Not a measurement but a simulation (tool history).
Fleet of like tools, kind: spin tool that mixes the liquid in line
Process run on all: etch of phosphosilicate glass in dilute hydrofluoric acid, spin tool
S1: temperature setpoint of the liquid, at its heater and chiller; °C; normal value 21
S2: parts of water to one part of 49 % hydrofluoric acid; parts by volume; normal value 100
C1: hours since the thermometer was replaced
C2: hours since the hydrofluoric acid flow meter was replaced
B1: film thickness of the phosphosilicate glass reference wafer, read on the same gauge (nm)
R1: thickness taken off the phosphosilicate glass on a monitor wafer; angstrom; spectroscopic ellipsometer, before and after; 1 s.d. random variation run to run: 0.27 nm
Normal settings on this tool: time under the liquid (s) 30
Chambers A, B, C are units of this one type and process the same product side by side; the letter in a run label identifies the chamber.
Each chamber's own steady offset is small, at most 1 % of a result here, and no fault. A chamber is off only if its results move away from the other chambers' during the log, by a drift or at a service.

{"run": "1B", "hour": 7.7, "S1": 21, "S2": 100, "time under the liquid (s)": 30, "C1": 1032.1, "C2": 377.0, "B1": 150.0, "R1": 319.03}
{"run": "2C", "hour": 14.0, "S1": 21, "S2": 100, "time under the liquid (s)": 30, "C1": 371.7, "C2": 517.5, "B1": 149.98, "R1": 325.01}
{"run": "3A", "hour": 22.9, "S1": 21, "S2": 100, "time under the liquid (s)": 30, "C1": 165.6, "C2": 55.3, "B1": 150.04, "R1": 318.8}
{"run": "4C", "hour": 32.5, "S1": 21, "S2": 100, "time under the liquid (s)": 30, "C1": 390.2, "C2": 536.0, "B1": 150.01, "R1": 319.42}
{"run": "5A", "hour": 39.2, "S1": 21, "S2": 100, "time under the liquid (s)": 30, "C1": 181.9, "C2": 71.6, "B1": 150.01, "R1": 319.21}
{"run": "6B", "hour": 49.5, "S1": 21, "S2": 100, "time under the liquid (s)": 30, "C1": 1073.9, "C2": 418.8, "B1": 150.0, "R1": 318.09}
{"run": "7C", "hour": 59.7, "S1": 21, "S2": 100, "time under the liquid (s)": 30, "C1": 417.4, "C2": 563.2, "B1": 149.98, "R1": 322.19}
{"run": "8B", "hour": 67.1, "S1": 21, "S2": 100, "time under the liquid (s)": 30, "C1": 1091.5, "C2": 436.4, "B1": 150.03, "R1": 314.28}
{"run": "9A", "hour": 76.9, "S1": 21, "S2": 100, "time under the liquid (s)": 30, "C1": 219.6, "C2": 109.3, "B1": 150.04, "R1": 320.36}
{"run": "10C", "hour": 82.5, "S1": 21, "S2": 100, "time under the liquid (s)": 30, "C1": 440.2, "C2": 586.0, "B1": 149.97, "R1": 322.83}
{"run": "11A", "hour": 88.5, "S1": 21, "S2": 100, "time under the liquid (s)": 30, "C1": 231.2, "C2": 120.9, "B1": 149.97, "R1": 318.75}
{"run": "12B", "hour": 94.5, "S1": 21, "S2": 100, "time under the liquid (s)": 30, "C1": 1118.9, "C2": 463.8, "B1": 150.0, "R1": 318.72}
{"run": "13A", "hour": 104.6, "S1": 18, "S2": 60, "time under the liquid (s)": 30, "C1": 247.3, "C2": 137.0, "B1": 150.02, "R1": 487.03}
{"run": "14C", "hour": 113.4, "S1": 18, "S2": 60, "time under the liquid (s)": 30, "C1": 471.1, "C2": 616.9, "B1": 150.0, "R1": 492.38}
{"run": "15B", "hour": 118.1, "S1": 18, "S2": 60, "time under the liquid (s)": 30, "C1": 1142.5, "C2": 487.4, "B1": 150.07, "R1": 483.86}
{"run": "16C", "hour": 124.4, "S1": 21, "S2": 100, "time under the liquid (s)": 30, "C1": 482.1, "C2": 627.9, "B1": 149.94, "R1": 327.96}
{"run": "17A", "hour": 129.3, "S1": 21, "S2": 100, "time under the liquid (s)": 30, "C1": 272.0, "C2": 161.7, "B1": 150.0, "R1": 325.03}
{"run": "18B", "hour": 137.7, "S1": 17, "S2": 100, "time under the liquid (s)": 20, "C1": 1162.1, "C2": 507.0, "B1": 149.97, "R1": 172.29}
{"run": "19A", "hour": 145.4, "S1": 17, "S2": 100, "time under the liquid (s)": 20, "C1": 288.1, "C2": 177.8, "B1": 149.97, "R1": 180.57}
{"run": "20B", "hour": 151.0, "S1": 17, "S2": 100, "time under the liquid (s)": 20, "C1": 1175.4, "C2": 520.3, "B1": 149.99, "R1": 171.46}
{"run": "21C", "hour": 158.4, "S1": 21, "S2": 80, "time under the liquid (s)": 45, "C1": 516.1, "C2": 661.9, "B1": 150.02, "R1": 612.37}
{"run": "22A", "hour": 166.9, "S1": 21, "S2": 80, "time under the liquid (s)": 45, "C1": 309.6, "C2": 199.3, "B1": 150.01, "R1": 617.42}
{"run": "23C", "hour": 172.8, "S1": 21, "S2": 80, "time under the liquid (s)": 45, "C1": 530.5, "C2": 676.3, "B1": 149.98, "R1": 620.23}
{"run": "24B", "hour": 177.7, "S1": 21, "S2": 100, "time under the liquid (s)": 30, "C1": 1202.1, "C2": 547.0, "B1": 150.01, "R1": 302.68}
{"run": "25B", "hour": 184.2, "S1": 21, "S2": 100, "time under the liquid (s)": 30, "C1": 1208.6, "C2": 553.5, "B1": 149.99, "R1": 301.69}
{"run": "26C", "hour": 193.6, "S1": 21, "S2": 100, "time under the liquid (s)": 30, "C1": 551.3, "C2": 697.1, "B1": 150.01, "R1": 323.71}
{"run": "27A", "hour": 203.9, "S1": 21, "S2": 100, "time under the liquid (s)": 30, "C1": 346.6, "C2": 236.3, "B1": 150.0, "R1": 320.91}
{"run": "28C", "hour": 213.2, "S1": 19, "S2": 70, "time under the liquid (s)": 30, "C1": 570.9, "C2": 716.7, "B1": 150.04, "R1": 437.96}
{"run": "29B", "hour": 219.0, "S1": 19, "S2": 70, "time under the liquid (s)": 30, "C1": 1243.4, "C2": 588.3, "B1": 149.99, "R1": 394.39}

Which is it: a chamber that has drifted or been left off by a service, a gauge drift common to all chambers, or only each chamber's usual small offset? If a chamber is off, name it and its likeliest cause.

Chamber B drifts away from the others.
What lies behind it: liquid colder than its thermometer reads (K) = 2.65.
It could be hard to tell apart here from: hydrofluoric acid flow below the setpoint (%).

Here are 4 candidates for chamber B's next run, each the usual settings with a change, their results left as question marks. Which one brings its results back in line with what the others give on the usual settings?
Allowed miss from the other chambers' usual-settings mean, per result, to count as in line: R1 9.50 angstrom
{"run": "30B-1", "hour": 226.4, "S1": 21.0, "S2": 90, "time under the liquid (s)": 30, "R1": "?"}
{"run": "30B-2", "hour": 226.4, "S1": 18.0, "S2": 100, "time under the liquid (s)": 30, "R1": "?"}
{"run": "30B-3", "hour": 226.4, "S1": 19.5, "S2": 100, "time under the liquid (s)": 30, "R1": "?"}
{"run": "30B-4", "hour": 226.4, "S1": 21.0, "S2": 95, "time under the liquid (s)": 30, "R1": "?"}

Average result of the remaining chambers running the usual settings: R1 321.38 angstrom
run=30B-1 R1=321.22
run=30B-2 R1=251.70
run=30B-3 R1=268.16
run=30B-4 R1=302.39
With 30B-1, the chamber falls back in line with the rest.
